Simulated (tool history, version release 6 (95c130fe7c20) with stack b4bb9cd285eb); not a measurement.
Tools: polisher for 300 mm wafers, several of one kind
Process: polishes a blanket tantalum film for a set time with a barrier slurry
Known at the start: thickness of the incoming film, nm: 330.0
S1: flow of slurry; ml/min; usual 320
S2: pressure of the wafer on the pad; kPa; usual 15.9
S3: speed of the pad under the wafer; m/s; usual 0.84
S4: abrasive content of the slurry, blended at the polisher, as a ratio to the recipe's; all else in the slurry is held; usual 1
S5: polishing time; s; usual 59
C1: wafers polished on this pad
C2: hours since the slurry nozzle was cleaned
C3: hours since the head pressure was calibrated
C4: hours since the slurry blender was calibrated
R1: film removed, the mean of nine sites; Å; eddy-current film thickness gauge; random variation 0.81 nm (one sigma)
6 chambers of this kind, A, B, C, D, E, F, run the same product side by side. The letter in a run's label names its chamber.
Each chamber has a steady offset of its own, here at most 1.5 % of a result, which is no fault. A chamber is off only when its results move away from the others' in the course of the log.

-- hour=0.6 chamber A: worn pad replaced by a new one
-- hour=3 chamber F: head pressure recalibrated
run 1C hour=5.8 | S1=320 S2=15.9 S3=0.84 S4=1 S5=59 | C1=181 C2=151.3 C3=84.4 C4=61.8 | R1=1019.7
run 2D hour=13.2 | S1=320 S2=15.9 S3=0.84 S4=1 S5=59 | C1=791 C2=546.2 C3=214 C4=102.1 | R1=1040
run 3F hour=19.1 | S1=320 S2=15.9 S3=0.84 S4=1 S5=59 | C1=402 C2=484.5 C3=16.1 C4=298.2 | R1=1029.5
-- hour=21.4 chamber F: slurry blender recalibrated
-- hour=22.8 chamber D: slurry nozzle cleaned
run 4A hour=26.2 | S1=320 S2=15.9 S3=0.84 S4=1 S5=59 | C1=436 C2=116 C3=733.7 C4=177.9 | R1=1030.1
run 5B hour=30.6 | S1=320 S2=15.9 S3=0.94 S4=1 S5=59 | C1=926 C2=221.3 C3=613.3 C4=184.2 | R1=1133.8
run 6E hour=38.3 | S1=320 S2=15.9 S3=0.94 S4=1 S5=59 | C1=922 C2=615.5 C3=340.1 C4=122.8 | R1=1172.9
run 7A hour=44.5 | S1=320 S2=15.9 S3=0.94 S4=1 S5=59 | C1=746 C2=134.3 C3=752 C4=196.2 | R1=1151.8
-- hour=47.2 chamber B: worn pad replaced by a new one
run 8E hour=49.6 | S1=320 S2=15.9 S3=0.94 S4=1 S5=59 | C1=1114 C2=626.8 C3=351.4 C4=134.1 | R1=1158.7
-- hour=51 chamber D: worn pad replaced by a new one
run 9D hour=57.5 | S1=320 S2=15.9 S3=0.94 S4=1 S5=59 | C1=110 C2=34.8 C3=258.3 C4=146.4 | R1=1178.8
-- hour=65.5 chamber C: worn pad replaced by a new one
run 10F hour=65.9 | S1=320 S2=15.9 S3=0.94 S4=1 S5=59 | C1=1196 C2=531.3 C3=62.9 C4=44.5 | R1=1140.1
-- hour=66.1 chamber E: worn pad replaced by a new one
run 11B hour=73 | S1=320 S2=15.9 S3=1.12 S4=1 S5=59 | C1=439 C2=263.7 C3=655.7 C4=226.6 | R1=1343.1
-- hour=73.5 chamber A: worn pad replaced by a new one
-- hour=76.5 chamber F: worn pad replaced by a new one
run 12C hour=79.1 | S1=320 S2=15.9 S3=1.12 S4=1 S5=59 | C1=231 C2=224.6 C3=157.7 C4=135.1 | R1=1393.3
-- hour=84.2 chamber E: slurry nozzle cleaned
-- hour=86.5 chamber E: slurry blender recalibrated
run 13D hour=88 | S1=320 S2=15.9 S3=1.12 S4=1 S5=59 | C1=628 C2=65.3 C3=288.8 C4=176.9 | R1=1376.5
run 14E hour=96.8 | S1=320 S2=15.9 S3=1.12 S4=1 S5=59 | C1=521 C2=12.6 C3=398.6 C4=10.3 | R1=1390.2
run 15F hour=104.4 | S1=320 S2=15.9 S3=1.12 S4=1 S5=59 | C1=475 C2=569.8 C3=101.4 C4=83 | R1=1365.4
-- hour=104.5 chamber C: slurry blender recalibrated
-- hour=104.9 chamber B: slurry blender recalibrated
-- hour=106.2 chamber B: worn pad replaced by a new one
run 16B hour=114.6 | S1=320 S2=15.9 S3=1.12 S4=1 S5=59 | C1=143 C2=305.3 C3=697.3 C4=9.8 | R1=1334.2
run 17A hour=122.1 | S1=320 S2=15.9 S3=0.84 S4=1 S5=59 | C1=825 C2=211.9 C3=829.6 C4=273.8 | R1=1010.9
-- hour=125.1 chamber D: worn pad replaced by a new one
-- hour=129.6 chamber C: worn pad replaced by a new one
-- hour=130.7 chamber A: slurry nozzle cleaned
run 18C hour=131.5 | S1=275 S2=11.7 S3=0.84 S4=1 S5=59 | C1=32 C2=277 C3=210.1 C4=27.1 | R1=742.41
run 19C hour=138.6 | S1=275 S2=11.7 S3=0.84 S4=1 S5=59 | C1=153 C2=284.1 C3=217.2 C4=34.2 | R1=754.58
-- hour=139.1 chamber E: worn pad replaced by a new one
-- hour=146.3 chamber F: worn pad replaced by a new one
run 20A hour=147.2 | S1=275 S2=11.7 S3=0.84 S4=1 S5=59 | C1=1251 C2=16.6 C3=854.7 C4=298.9 | R1=741.78
-- hour=147.7 chamber A: worn pad replaced by a new one
run 21D hour=153.9 | S1=275 S2=11.7 S3=0.84 S4=1 S5=59 | C1=489 C2=131.2 C3=354.7 C4=242.8 | R1=757.64
-- hour=162.3 chamber B: head pressure recalibrated
run 22E hour=163 | S1=275 S2=11.7 S3=0.84 S4=1 S5=59 | C1=407 C2=78.8 C3=464.8 C4=76.5 | R1=751.46
run 23F hour=170.4 | S1=275 S2=11.7 S3=0.84 S4=1 S5=59 | C1=410 C2=635.8 C3=167.4 C4=149 | R1=748.86
-- hour=173.1 chamber B: worn pad replaced by a new one
run 24B hour=175.2 | S1=320 S2=15.9 S3=0.84 S4=1 S5=59 | C1=35 C2=365.9 C3=12.9 C4=70.4 | R1=1032.4
-- hour=180 chamber D: head pressure recalibrated
run 25B hour=184.7 | S1=320 S2=15.9 S3=0.84 S4=1 S5=59 | C1=197 C2=375.4 C3=22.4 C4=79.9 | R1=1008
run 26E hour=192.1 | S1=320 S2=15.9 S3=0.84 S4=1 S5=59 | C1=901 C2=107.9 C3=493.9 C4=105.6 | R1=1040.9
-- hour=201 chamber C: worn pad replaced by a new one
run 27F hour=202.2 | S1=320 S2=15.9 S3=0.84 S4=1 S5=59 | C1=950 C2=667.6 C3=199.2 C4=180.8 | R1=1027.9
-- hour=205.8 chamber D: slurry blender recalibrated
-- hour=206.7 chamber A: worn pad replaced by a new one
-- hour=207.8 chamber D: worn pad replaced by a new one
run 28C hour=208.9 | S1=320 S2=15.9 S3=0.84 S4=1 S5=59 | C1=135 C2=354.4 C3=287.5 C4=104.5 | R1=1029.1
run 29D hour=215.7 | S1=320 S2=13.1 S3=0.64 S4=1 S5=59 | C1=135 C2=193 C3=35.8 C4=10 | R1=650.7
-- hour=219 chamber E: worn pad replaced by a new one
-- hour=221.7 chamber F: worn pad replaced by a new one
run 30A hour=225.2 | S1=320 S2=13.1 S3=0.64 S4=1 S5=59 | C1=314 C2=94.6 C3=932.7 C4=376.9 | R1=639.76
run 31A hour=231.1 | S1=320 S2=13.1 S3=0.64 S4=1 S5=59 | C1=415 C2=100.5 C3=938.6 C4=382.8 | R1=639.88
-- hour=233.3 chamber E: head pressure recalibrated
run 32F hour=238.3 | S1=320 S2=13.1 S3=0.64 S4=1 S5=59 | C1=282 C2=703.7 C3=235.3 C4=216.9 | R1=649.54
run 33E hour=244.4 | S1=320 S2=13.1 S3=0.64 S4=1 S5=59 | C1=432 C2=160.2 C3=11.1 C4=157.9 | R1=651.62
-- hour=246.6 chamber B: worn pad replaced by a new one
-- hour=247.4 chamber F: slurry blender recalibrated
run 34D hour=252.1 | S1=320 S2=13.1 S3=0.64 S4=1 S5=59 | C1=753 C2=229.4 C3=72.2 C4=46.4 | R1=650.96
-- hour=257.6 chamber C: worn pad replaced by a new one
run 35B hour=260.5 | S1=320 S2=15.9 S3=0.84 S4=0.85 S5=59 | C1=236 C2=451.2 C3=98.2 C4=155.7 | R1=964.53
-- hour=265 chamber C: slurry nozzle cleaned
run 36C hour=267.2 | S1=320 S2=15.9 S3=0.84 S4=0.85 S5=59 | C1=164 C2=2.3 C3=345.8 C4=162.8 | R1=966.2
-- hour=273.6 chamber C: slurry blender recalibrated
-- hour=276.6 chamber A: worn pad replaced by a new one
run 37A hour=277.4 | S1=320 S2=15.9 S3=0.84 S4=0.85 S5=59 | C1=15 C2=146.8 C3=984.9 C4=429.1 | R1=930.96
-- hour=281.1 chamber E: slurry blender recalibrated
-- hour=285 chamber F: worn pad replaced by a new one
run 38B hour=285.2 | S1=320 S2=15.9 S3=0.84 S4=0.85 S5=59 | C1=655 C2=475.9 C3=122.9 C4=180.4 | R1=968.12
-- hour=286.1 chamber F: slurry nozzle cleaned
run 39C hour=292.2 | S1=320 S2=15.9 S3=0.84 S4=0.85 S5=59 | C1=588 C2=27.3 C3=370.8 C4=18.7 | R1=974.66
-- hour=296.2 chamber D: worn pad replaced by a new one
run 40D hour=298.3 | S1=320 S2=15.9 S3=0.84 S4=0.85 S5=59 | C1=36 C2=275.6 C3=118.4 C4=92.6 | R1=996.14
-- hour=300.1 chamber E: worn pad replaced by a new one
run 41E hour=304.7 | S1=320 S2=15.9 S3=0.84 S4=1 S5=59 | C1=78 C2=220.5 C3=71.4 C4=23.7 | R1=1030.5
run 42F hour=312.7 | S1=320 S2=15.9 S3=0.84 S4=1 S5=59 | C1=470 C2=26.6 C3=309.7 C4=65.4 | R1=1029.3
run 43A hour=322.5 | S1=320 S2=15.9 S3=0.84 S4=1 S5=59 | C1=780 C2=191.9 C3=1030 C4=474.2 | R1=976.87

Next, every chamber runs the same settings. What will each give?
run 44A hour=329.8 | S1=320 S2=15.9 S3=0.84 S4=1 S5=59 | R1=?
run 44B hour=329.8 | S1=320 S2=15.9 S3=0.84 S4=1 S5=59 | R1=?
run 44C hour=329.8 | S1=320 S2=15.9 S3=0.84 S4=1 S5=59 | R1=?
run 44D hour=329.8 | S1=320 S2=15.9 S3=0.84 S4=1 S5=59 | R1=?
run 44E hour=329.8 | S1=320 S2=15.9 S3=0.84 S4=1 S5=59 | R1=?
run 44F hour=329.8 | S1=320 S2=15.9 S3=0.84 S4=1 S5=59 | R1=?

run=44A R1=1004.8
run=44B R1=1019.9
run=44C R1=1009.1
run=44D R1=1037.8
run=44E R1=1038.1
run=44F R1=1019.3
